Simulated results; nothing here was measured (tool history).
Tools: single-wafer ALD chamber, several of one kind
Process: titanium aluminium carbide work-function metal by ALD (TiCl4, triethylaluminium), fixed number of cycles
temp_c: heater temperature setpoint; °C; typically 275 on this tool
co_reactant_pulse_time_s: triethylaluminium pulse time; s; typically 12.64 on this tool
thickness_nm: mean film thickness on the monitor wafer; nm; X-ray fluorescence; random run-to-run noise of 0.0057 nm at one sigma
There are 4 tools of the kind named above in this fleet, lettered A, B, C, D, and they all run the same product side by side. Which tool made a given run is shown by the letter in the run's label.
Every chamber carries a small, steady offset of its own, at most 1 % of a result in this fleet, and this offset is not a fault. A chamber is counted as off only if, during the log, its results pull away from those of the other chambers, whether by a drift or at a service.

| run | day | temp_c | co_reactant_pulse_time_s | hours since the last thermocouple change | hours since the last triethylaluminium bottle change | read-back reference wafer on the same gauge, thickness_nm | thickness_nm |
|---|---|---|---|---|---|---|---|
| 1C | 0.112 | 275 | 12.64 | 553.7 | 938.8 | 2.031 | 1.8075 |
| 2A | 0.292 | 275 | 12.64 | 849.8 | 283.6 | 2.0318 | 1.8188 |
| 3D | 0.479 | 275 | 12.64 | 929.2 | 624.4 | 2.0303 | 1.8212 |
| 4B | 0.567 | 275 | 12.64 | 375.6 | 126.7 | 2.0309 | 1.825 |
| 5C | 0.729 | 275 | 12.64 | 568.5 | 953.6 | 2.03 | 1.8089 |
| 6D | 0.917 | 275 | 12.64 | 939.7 | 634.9 | 2.0319 | 1.8162 |
| 7A | 1.071 | 275 | 12.64 | 868.5 | 302.3 | 2.0311 | 1.8224 |
| 8B | 1.225 | 275 | 12.64 | 391.4 | 142.5 | 2.0309 | 1.8226 |
| 9A | 1.346 | 275 | 12.64 | 875.1 | 308.9 | 2.0308 | 1.8088 |
| 10C | 1.525 | 275 | 12.64 | 587.6 | 972.7 | 2.03 | 1.8109 |
| 11D | 1.692 | 275 | 12.64 | 958.3 | 653.5 | 2.0308 | 1.8234 |
| 12B | 1.871 | 275 | 12.64 | 406.9 | 158 | 2.0306 | 1.8206 |
| 13D | 2.025 | 275 | 12.64 | 966.3 | 661.5 | 2.0311 | 1.8254 |
| 14A | 2.2 | 275 | 12.64 | 895.6 | 329.4 | 2.0302 | 1.824 |
| 15C | 2.296 | 275 | 12.64 | 606.1 | 991.2 | 2.0315 | 1.7998 |
| 16B | 2.396 | 275 | 12.64 | 419.5 | 170.6 | 2.0296 | 1.8218 |
| 17A | 2.529 | 275 | 12.64 | 903.5 | 337.3 | 2.0307 | 1.8256 |
| 18C | 2.629 | 275 | 12.64 | 614.1 | 999.2 | 2.0303 | 1.789 |
| 19D | 2.725 | 275 | 12.64 | 983.1 | 678.3 | 2.0296 | 1.8237 |
| 20B | 2.846 | 275 | 12.64 | 430.3 | 181.4 | 2.0303 | 1.8113 |
| 21B | 2.938 | 275 | 12.64 | 432.5 | 183.6 | 2.0286 | 1.8125 |
| 22C | 3.042 | 275 | 12.64 | 624 | 1009.1 | 2.0295 | 1.7707 |
| 23A | 3.167 | 275 | 12.64 | 918.8 | 352.6 | 2.0288 | 1.8166 |
| 24D | 3.346 | 275 | 12.64 | 998 | 693.2 | 2.0303 | 1.8267 |
| 25A | 3.496 | 275 | 12.64 | 926.7 | 360.5 | 2.0284 | 1.8276 |
| 26C | 3.617 | 275 | 12.64 | 637.8 | 1022.9 | 2.0308 | 1.7889 |
| 27B | 3.804 | 275 | 12.64 | 453.3 | 204.4 | 2.0302 | 1.8173 |
| 28D | 3.892 | 275 | 12.64 | 1011.1 | 706.3 | 2.0319 | 1.8183 |
| 29A | 4.033 | 275 | 12.64 | 939.6 | 373.4 | 2.0301 | 1.8281 |
| 30C | 4.204 | 275 | 12.64 | 651.9 | 1037 | 2.0307 | 1.7772 |
| 31D | 4.333 | 275 | 12.64 | 1021.7 | 716.9 | 2.0308 | 1.8314 |
| 32B | 4.521 | 275 | 12.64 | 470.5 | 221.6 | 2.03 | 1.8174 |
| 33D | 4.633 | 275 | 12.64 | 1028.9 | 724.1 | 2.0289 | 1.8263 |
| 34A | 4.746 | 275 | 16.59 | 956.7 | 390.5 | 2.0309 | 1.8367 |
| 35C | 4.875 | 275 | 16.59 | 668 | 1053.1 | 2.0298 | 1.7926 |
| 36B | 5.004 | 275 | 16.59 | 482.1 | 233.2 | 2.0296 | 1.8366 |
| 37D | 5.117 | 275 | 16.59 | 1040.5 | 735.7 | 2.0294 | 1.8431 |
| 38A | 5.242 | 263 | 9.23 | 968.6 | 402.4 | 2.03 | 1.6717 |
| 39B | 5.354 | 263 | 9.23 | 490.5 | 241.6 | 2.029 | 1.6597 |
| 40C | 5.533 | 263 | 9.23 | 683.8 | 1068.9 | 2.0302 | 1.6089 |
| 41C | 5.692 | 263 | 9.23 | 687.6 | 1072.7 | 2.0298 | 1.6098 |
| 42D | 5.862 | 275 | 12.64 | 1058.4 | 753.6 | 2.0293 | 1.8248 |

One chamber off, gauge drift, or nothing amiss beyond the chambers' own small offsets? If it is a chamber, which one, and what is the likeliest cause?

It is chamber C that slowly wanders off from its peers.
Cause: wafer temperature below the value expected at the setpoint (K) = 5.36.
Not necessarily distinguishable in this log from: triethylaluminium dose below that of a fresh bottle (%).

Below are 4 candidate recipes for chamber C's next run, each the usual settings with a change, their results shown as question marks. Which of them brings C's results back in line with what the other chambers give on the usual settings?
A result is in line if it is within this distance of the other chambers' mean on the usual settings: thickness_nm 0.02 nm
| 43C-1 | 6 | 282 | 13.41 |  |  |  | ? |
| 43C-2 | 6 | 268 | 11.87 |  |  |  | ? |
| 43C-3 | 6 | 272 | 12.29 |  |  |  | ? |
| 43C-4 | 6 | 278 | 12.99 |  |  |  | ? |

On the usual settings, the other chambers give on average: thickness_nm 1.822 nm
| run | thickness_nm |
|---|---|
| 43C-1 | 1.8256 |
| 43C-2 | 1.6927 |
| 43C-3 | 1.7308 |
| 43C-4 | 1.7881 |
Change 43C-1 lands the chamber within the allowed miss of the other chambers.

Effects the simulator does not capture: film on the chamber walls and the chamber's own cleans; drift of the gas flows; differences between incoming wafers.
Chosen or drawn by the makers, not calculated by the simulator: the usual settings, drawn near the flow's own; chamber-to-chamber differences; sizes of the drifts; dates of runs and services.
